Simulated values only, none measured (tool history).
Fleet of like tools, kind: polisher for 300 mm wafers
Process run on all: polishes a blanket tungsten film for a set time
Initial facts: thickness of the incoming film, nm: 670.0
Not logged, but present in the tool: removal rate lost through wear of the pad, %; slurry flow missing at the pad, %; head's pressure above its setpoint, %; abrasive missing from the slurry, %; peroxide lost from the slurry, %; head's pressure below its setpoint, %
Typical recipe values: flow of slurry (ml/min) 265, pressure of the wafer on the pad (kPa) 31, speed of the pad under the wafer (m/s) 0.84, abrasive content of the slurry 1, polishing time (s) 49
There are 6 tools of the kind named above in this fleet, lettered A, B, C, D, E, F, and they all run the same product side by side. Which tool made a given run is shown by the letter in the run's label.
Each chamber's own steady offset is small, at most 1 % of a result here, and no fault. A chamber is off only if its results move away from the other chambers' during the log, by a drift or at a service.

run   hour  flow of slurry (ml/min)  pressure of the wafer on the pad (kPa)  speed of the pad under the wafer (m/s)  abrasive content of the slurry  polishing time (s)  wafers polished on this pad  hours since the slurry nozzle was cleaned  hours since the head pressure was calibrated  hours since the slurry blender was calibrated  hours since the slurry got fresh peroxide  film removed (Å)
       5.7  -- chamber F: slurry tank refilled with fresh slurry and peroxide
 1E    9.7                      265                                      31                                    0.84                               1                  49                          387                                      101.9                                         773.2                                          185.6                                       33.1            2512.9
      11.8  -- chamber E: slurry blender recalibrated
      16.1  -- chamber A: slurry tank refilled with fresh slurry and peroxide
 2D   21.7                      265                                      31                                    0.84                               1                  49                          506                                       63.6                                         593.4                                           59.3                                         65            2548.4
 3F     30                      265                                      31                                    0.84                               1                  49                          924                                      470.4                                         562.7                                          284.3                                       24.3            2579.1
 4B   38.2                      265                                      31                                    0.84                               1                  49                          936                                      679.5                                            88                                          135.2                                       88.7              2559
 5C   48.9                      265                                      31                                    0.84                               1                  49                          579                                       57.5                                         911.9                                            291                                       58.9              2597
      49.1  -- chamber E: slurry tank refilled with fresh slurry and peroxide
      51.9  -- chamber B: slurry tank refilled with fresh slurry and peroxide
      54.5  -- chamber E: worn pad replaced by a new one
      55.2  -- chamber D: worn pad replaced by a new one
      56.3  -- chamber B: worn pad replaced by a new one
 6A   58.2                      265                                      31                                    0.84                               1                  49                         1348                                      129.5                                         890.9                                          302.6                                       42.1            2596.6
      58.7  -- chamber C: worn pad replaced by a new one
      59.1  -- chamber D: slurry tank refilled with fresh slurry and peroxide
      62.1  -- chamber F: worn pad replaced by a new one
        64  -- chamber D: slurry blender recalibrated
 7D   68.6                      265                                      31                                    0.84                               1                  49                          146                                      110.5                                         640.3                                            4.6                                        9.6            2532.3
      71.9  -- chamber A: worn pad replaced by a new one
      76.7  -- chamber F: slurry nozzle cleaned
 8B   81.9                      235                                      31                                    0.84                               1                  63                          279                                      723.2                                         131.7                                          178.9                                         30            3253.5
 9E   88.6                      235                                      31                                    0.84                               1                  63                          372                                      180.8                                         852.1                                           76.9                                       39.6              3250
      89.4  -- chamber A: slurry tank refilled with fresh slurry and peroxide
10F  101.5                      235                                      31                                    0.84                               1                  63                          429                                       24.9                                         634.2                                          355.8                                       95.8            3280.7
11C  108.7                      235                                      31                                    0.84                               1                  63                          545                                      117.3                                         971.7                                          350.8                                      118.7              3313
       115  -- chamber F: slurry tank refilled with fresh slurry and peroxide
     118.4  -- chamber F: slurry blender recalibrated
12A  121.3                      235                                      31                                    0.84                               1                  63                          538                                      192.6                                           954                                          365.7                                       31.9            3303.8
     123.6  -- chamber E: slurry tank refilled with fresh slurry and peroxide
       124  -- chamber D: worn pad replaced by a new one
     132.1  -- chamber E: worn pad replaced by a new one
13B  134.8                      235                                      31                                    0.84                               1                  63                          856                                      776.1                                         184.6                                          231.8                                       82.9            3324.7
     141.7  -- chamber C: worn pad replaced by a new one
       144  -- chamber C: slurry blender recalibrated
14C  146.4                      265                                      31                                    0.84                               1                  49                           51                                        155                                        1009.4                                            2.5                                      156.4            2599.3
     152.6  -- chamber B: worn pad replaced by a new one
15D  154.9                      265                                      31                                    0.84                               1                  49                          337                                      196.8                                         726.6                                           90.9                                       95.9            2567.8
     156.3  -- chamber A: head pressure recalibrated
16A  167.5                      265                                      31                                    0.84                               1                  49                         1042                                      238.8                                          11.3                                          411.9                                       78.1            2565.6
     167.7  -- chamber B: slurry tank refilled with fresh slurry and peroxide
     167.8  -- chamber F: worn pad replaced by a new one
     173.8  -- chamber B: slurry nozzle cleaned
     174.8  -- chamber A: slurry blender recalibrated
     174.8  -- chamber A: slurry tank refilled with fresh slurry and peroxide
17E  174.9                      265                                      31                                    0.84                               1                  49                          466                                      267.1                                         938.4                                          163.2                                       51.3            2560.9
     177.6  -- chamber D: slurry blender recalibrated
     178.3  -- chamber D: slurry tank refilled with fresh slurry and peroxide
     183.9  -- chamber A: worn pad replaced by a new one
18F  183.9                      265                                      31                                    0.72                               1                  49                          176                                      107.3                                         716.6                                           65.6                                       68.9            2200.7
       185  -- chamber C: slurry tank refilled with fresh slurry and peroxide
     189.4  -- chamber E: slurry tank refilled with fresh slurry and peroxide
     191.4  -- chamber D: worn pad replaced by a new one
     192.9  -- chamber D: slurry nozzle cleaned
19A  196.6                      265                                      31                                    0.72                               1                  49                          139                                      267.9                                          40.4                                           21.9                                       21.8            2216.6
     203.6  -- chamber F: slurry tank refilled with fresh slurry and peroxide
20D  206.7                      265                                      31                                    0.72                               1                  49                          167                                       13.8                                         778.4                                           29.2                                       28.5            2192.3
     212.7  -- chamber C: head pressure recalibrated
     215.7  -- chamber E: worn pad replaced by a new one
21F  217.5                      265                                      31                                    0.72                               1                  49                          542                                      140.9                                         750.2                                           99.2                                         14              2187
       219  -- chamber C: worn pad replaced by a new one
     226.9  -- chamber E: slurry blender recalibrated
22C  228.9                      265                                      31                                    0.72                               1                  49                          108                                      237.5                                          16.3                                             85                                         44            2218.3
23E  241.2                      265                                      31                                    0.72                               1                  49                          278                                      333.4                                        1004.7                                           14.4                                       51.8            2162.2
     244.7  -- chamber B: slurry blender recalibrated
     245.1  -- chamber A: slurry tank refilled with fresh slurry and peroxide
24B  247.6                      265                                      31                                    0.84                               1                  49                         1035                                       73.9                                         297.4                                            2.9                                       79.9            2593.1
       250  -- chamber F: head pressure recalibrated
     252.7  -- chamber E: slurry tank refilled with fresh slurry and peroxide
     254.4  -- chamber B: worn pad replaced by a new one
25D  255.3                      265                                      31                                    0.84                               1                  49                          697                                       62.4                                           827                                           77.8                                       77.1            2545.5
     256.1  -- chamber D: worn pad replaced by a new one
     265.9  -- chamber A: slurry nozzle cleaned
26B    266                      265                                      31                                    0.84                               1                  49                          126                                       92.3                                         315.8                                           21.3                                       98.3            2610.6
27C  273.1                      265                                      31                                    0.84                               1                  49                          590                                      281.7                                          60.5                                          129.2                                       88.2            2574.3
       278  -- chamber D: head pressure recalibrated
     281.3  -- chamber D: slurry tank refilled with fresh slurry and peroxide
     282.5  -- chamber E: head pressure recalibrated
28A  284.3                      265                                      31                                    0.84                               1                  49                         1095                                       18.5                                         128.1                                          109.6                                       39.3            2561.7
     287.5  -- chamber B: slurry tank refilled with fresh slurry and peroxide
     294.3  -- chamber A: worn pad replaced by a new one
     296.6  -- chamber D: slurry blender recalibrated
29F  297.8                      265                                      31                                    0.84                               1                  49                         1417                                      221.2                                          47.8                                          179.5                                       94.3            2541.1
     300.6  -- chamber C: worn pad replaced by a new one
     302.2  -- chamber E: worn pad replaced by a new one
     303.9  -- chamber F: worn pad replaced by a new one
30E  305.9                      265                                      31                                    0.84                               1                  49                           40                                      398.1                                          23.5                                           79.1                                       53.2            2611.7
     313.7  -- chamber F: slurry tank refilled with fresh slurry and peroxide
31B    314                      265                                    24.8                                    0.84                               1                  36                          649                                      140.3                                         363.8                                           69.3                                       26.5            1535.4
     317.1  -- chamber E: slurry tank refilled with fresh slurry and peroxide
     322.3  -- chamber D: worn pad replaced by a new one
32C  326.9                      265                                    24.8                                    0.84                               1                  36                          287                                      335.5                                         114.3                                            183                                        142            1500.1
33E  334.1                      265                                    24.8                                    0.84                               1                  36                          348                                      426.3                                          51.7                                          107.3                                         17            1500.9
     337.4  -- chamber A: slurry tank refilled with fresh slurry and peroxide
34D  343.5                      265                                    24.8                                    0.84                               1                  36                          231                                      150.6                                          65.5                                           46.9                                       62.2            1496.2
35A  350.2                      265                                    24.8                                    0.84                               1                  36                          609                                       84.4                                           194                                          175.5                                       12.9            1526.5
36F  356.8                      265                                    24.8                                    0.84                               1                  36                          577                                      280.2                                         106.8                                          238.5                                       43.2            1523.2
37D  369.8                      265                                      31                                    0.84                               1                  49                          517                                      176.9                                          91.8                                           73.2                                       88.5            2607.2

Decide between three cases: one chamber stands off from its peers, the gauge reading all wafers drifts, or nothing is wrong past each chamber's small offset. Where a chamber is off, say which and what most likely put it there.

Nothing is wrong: each chamber keeps only its own small, steady offset and the gauge holds still.
